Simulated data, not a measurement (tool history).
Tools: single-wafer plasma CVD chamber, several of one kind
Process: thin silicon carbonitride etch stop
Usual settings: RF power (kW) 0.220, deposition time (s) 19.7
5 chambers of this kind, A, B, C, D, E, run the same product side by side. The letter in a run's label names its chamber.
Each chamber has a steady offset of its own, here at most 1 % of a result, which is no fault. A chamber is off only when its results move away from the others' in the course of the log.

run	hour	RF power (kW)	deposition time (s)	hours since the last thermocouple change	hours since the last RF generator calibration	read-back reference wafer on the same gauge, thickness_nm	mean film thickness on the monitor wafer (angstrom)
1C	10.9	0.220	19.7	1263.9	1082.0	12.098	116.020
2D	17.6	0.220	19.7	466.9	1512.6	12.098	115.170
3E	27.6	0.220	19.7	694.5	418.6	12.093	115.210
4B	36.1	0.220	19.7	400.5	505.6	12.087	116.310
5A	42.9	0.220	19.7	593.9	617.2	12.089	114.890
6C	53.2	0.220	19.7	1306.2	1124.3	12.087	115.930
7D	63.8	0.220	19.7	513.1	1558.8	12.085	114.860
8B	74.2	0.220	19.7	438.6	543.7	12.084	116.330
9A	80.9	0.220	19.7	631.9	655.2	12.086	114.880
10E	88.5	0.255	19.7	755.4	479.5	12.084	120.310
11B	98.4	0.255	19.7	462.8	567.9	12.084	121.180
# hour 103.2: chamber D: RF generator calibrated
12A	106.2	0.255	19.7	657.2	680.5	12.075	120.290
13C	113.6	0.255	19.7	1366.6	1184.7	12.068	120.670
14E	123.4	0.255	19.7	790.3	514.4	12.069	120.500
15D	134.8	0.220	19.7	584.1	31.6	12.070	114.550
16B	141.3	0.220	19.7	505.7	610.8	12.065	115.740
17E	152.9	0.220	19.7	819.8	543.9	12.065	114.990
18A	164.1	0.220	19.7	715.1	738.4	12.066	114.490
19D	171.9	0.220	19.7	621.2	68.7	12.060	114.550
20C	178.4	0.220	19.7	1431.4	1249.5	12.061	115.490
21C	188.6	0.220	19.7	1441.6	1259.7	12.061	115.450
22A	195.6	0.220	19.7	746.6	769.9	12.062	114.580
23E	202.9	0.220	19.7	869.8	593.9	12.058	114.950
24B	209.4	0.220	19.7	573.8	678.9	12.049	115.790
25D	220.4	0.220	19.7	669.7	117.2	12.048	114.430
26D	226.6	0.220	19.7	675.9	123.4	12.049	114.600
27B	234.4	0.220	19.7	598.8	703.9	12.048	116.050
28A	242.6	0.220	19.7	793.6	816.9	12.047	114.710
29E	253.4	0.220	19.7	920.3	644.4	12.047	114.980
30C	259.3	0.220	19.7	1512.3	1330.4	12.040	115.570
31E	269.8	0.220	19.7	936.7	660.8	12.038	114.510
32D	276.1	0.220	19.7	725.4	172.9	12.033	114.570
33C	282.9	0.185	17.2	1535.9	1354.0	12.037	95.959
34B	292.8	0.185	17.2	657.2	762.3	12.042	95.838
35A	300.7	0.185	17.2	851.7	875.0	12.036	94.948
36B	307.2	0.185	17.2	671.6	776.7	12.038	95.782
37C	315.4	0.185	17.2	1568.4	1386.5	12.031	95.554
38E	324.9	0.220	19.7	991.8	715.9	12.023	114.720
39D	333.2	0.220	19.7	782.5	230.0	12.029	114.400
40A	340.5	0.255	21.7	891.5	914.8	12.021	131.960
41A	346.8	0.255	21.7	897.8	921.1	12.029	131.850
42D	356.2	0.255	21.7	805.5	253.0	12.017	131.500
43C	362.3	0.255	21.7	1615.3	1433.4	12.017	132.440
44B	373.9	0.255	21.7	738.3	843.4	12.013	133.630

Next, every chamber runs the same settings. What will each give?
45A	382.2	0.245	19.7				?
45B	382.2	0.245	19.7				?
45C	382.2	0.245	19.7				?
45D	382.2	0.245	19.7				?
45E	382.2	0.245	19.7				?

run	mean film thickness on the monitor wafer (angstrom)
45A	118.300
45B	119.220
45C	118.640
45D	117.850
45E	118.490
